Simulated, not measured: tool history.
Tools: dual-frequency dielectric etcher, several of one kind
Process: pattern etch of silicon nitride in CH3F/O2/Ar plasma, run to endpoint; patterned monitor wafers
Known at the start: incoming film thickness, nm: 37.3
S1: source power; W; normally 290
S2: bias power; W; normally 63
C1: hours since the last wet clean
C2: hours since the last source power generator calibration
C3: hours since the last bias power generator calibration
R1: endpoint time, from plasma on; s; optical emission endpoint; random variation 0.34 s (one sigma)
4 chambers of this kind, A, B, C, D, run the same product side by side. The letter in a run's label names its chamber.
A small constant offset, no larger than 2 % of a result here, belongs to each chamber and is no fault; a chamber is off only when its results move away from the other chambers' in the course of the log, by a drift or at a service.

run,hour,S1,S2,C1,C2,C3,R1
1B,4.3,290,63,253.9,2867.2,3253.3,64.487
2A,7.5,290,63,254.5,796.6,1328.8,64.601
3D,11.7,290,63,291.1,458.7,644.0,64.873
# hour 15.3: chamber C: wet clean of the chamber
4C,18.4,290,63,3.2,1315.9,3079.3,64.259
5A,25.0,290,63,272.0,814.1,1346.3,63.960
6B,30.3,290,63,279.9,2893.2,3279.3,63.665
7D,35.3,290,63,314.7,482.3,667.6,64.299
8C,38.5,290,63,23.3,1336.0,3099.4,63.208
9B,44.2,290,63,293.8,2907.1,3293.2,63.581
10D,47.8,290,63,327.2,494.8,680.1,64.998
11C,53.9,290,63,38.7,1351.4,3114.8,63.942
12A,59.0,290,63,306.0,848.1,1380.3,64.248
13B,63.6,290,63,313.2,2926.5,3312.6,63.867
14D,70.3,290,63,349.7,517.3,702.6,65.329
15C,75.3,290,63,60.1,1372.8,3136.2,63.352
16A,80.0,290,63,327.0,869.1,1401.3,64.094
17C,86.1,290,63,70.9,1383.6,3147.0,63.968
18A,89.3,290,63,336.3,878.4,1410.6,64.535
19B,96.3,290,63,345.9,2959.2,3345.3,63.971
20D,100.8,290,63,380.2,547.8,733.1,65.244
21A,105.6,290,63,352.6,894.7,1426.9,64.532
22B,109.8,290,63,359.4,2972.7,3358.8,64.052
23C,113.3,290,63,98.1,1410.8,3174.2,63.973
# hour 114.3: chamber D: wet clean of the chamber
24D,117.8,290,63,3.6,564.8,750.1,68.189
25D,123.3,290,63,9.1,570.3,755.6,68.185
26B,126.4,330,63,376.0,2989.3,3375.4,61.455
27C,130.9,330,63,115.7,1428.4,3191.8,60.231
28A,136.0,330,63,383.0,925.1,1457.3,60.933
29D,139.4,330,63,25.2,586.4,771.7,64.774
30B,145.9,290,63,395.5,3008.8,3394.9,63.390
31A,150.0,270,49,397.0,939.1,1471.3,71.507
32C,156.7,270,49,141.5,1454.2,3217.6,71.045
33A,162.2,270,49,409.2,951.3,1483.5,71.258
34B,168.3,270,49,417.9,3031.2,3417.3,71.119
35C,174.5,290,63,159.3,1472.0,3235.4,64.250
36D,180.4,290,63,66.2,627.4,812.7,68.279
37A,186.4,290,63,433.4,975.5,1507.7,63.721
38C,193.2,290,63,178.0,1490.7,3254.1,63.457
39D,198.9,290,63,84.7,645.9,831.2,68.332

Predict what each chamber gives when all 4 of them run the settings below next.
40A,203.8,320,63,,,,?
40B,203.8,320,63,,,,?
40C,203.8,320,63,,,,?
40D,203.8,320,63,,,,?

run,R1
40A,61.496
40B,61.478
40C,61.235
40D,65.689
